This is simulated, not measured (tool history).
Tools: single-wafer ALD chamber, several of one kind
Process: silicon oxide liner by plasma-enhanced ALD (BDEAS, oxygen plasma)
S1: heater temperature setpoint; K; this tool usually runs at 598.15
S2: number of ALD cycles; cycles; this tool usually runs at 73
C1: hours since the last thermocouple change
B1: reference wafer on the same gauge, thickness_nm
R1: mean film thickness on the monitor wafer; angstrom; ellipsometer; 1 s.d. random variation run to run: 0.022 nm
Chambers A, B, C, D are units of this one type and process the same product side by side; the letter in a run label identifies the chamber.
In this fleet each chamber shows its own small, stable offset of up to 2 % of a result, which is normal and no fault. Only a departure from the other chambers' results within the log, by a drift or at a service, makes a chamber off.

run	hour	S1	S2	C1	B1	R1
1A	8.2	598.15	73	500	6.7479	66.778
2D	14.2	598.15	73	20.8	6.7474	65.595
3B	21.8	598.15	73	940.6	6.7555	65.638
4C	31.6	598.15	73	327.6	6.7506	65.631
5C	40.3	598.15	73	336.3	6.7473	65.565
6B	48.3	598.15	73	967.1	6.7547	65.752
7D	55.9	598.15	73	62.5	6.7507	66.038
8A	63.4	598.15	73	555.2	6.7507	66.279
9D	71.9	598.15	73	78.5	6.7485	65.69
10A	78.9	598.15	73	570.7	6.7523	66.336
11C	86.6	598.15	73	382.6	6.754	65.882
12B	96.6	598.15	73	1015.4	6.7584	65.93
13A	106.7	605.15	69	598.5	6.748	62.009
14C	114.9	605.15	69	410.9	6.7527	61.463
15D	120.8	605.15	69	127.4	6.7462	61.698
16B	129.6	605.15	69	1048.4	6.7577	61.494
17C	137.6	598.15	73	433.6	6.7512	65.66
18D	144.8	598.15	73	151.4	6.7444	65.99
19A	150.7	598.15	73	642.5	6.7495	66.582
20B	157.2	598.15	73	1076	6.7525	65.938
21B	163.1	598.15	73	1081.9	6.7498	65.486
22C	170.3	598.15	73	466.3	6.7462	65.868
23D	178.7	598.15	73	185.3	6.7483	65.584
24A	189.3	604.15	73	681.1	6.7481	65.804

Has any chamber moved away from the others, gradually or after a service, or does the common gauge drift, or do the chambers differ only by their own small steady offsets? State the chamber and the most likely cause if one applies.

No chamber stands off beyond its own small offset, and the gauge holds steady.

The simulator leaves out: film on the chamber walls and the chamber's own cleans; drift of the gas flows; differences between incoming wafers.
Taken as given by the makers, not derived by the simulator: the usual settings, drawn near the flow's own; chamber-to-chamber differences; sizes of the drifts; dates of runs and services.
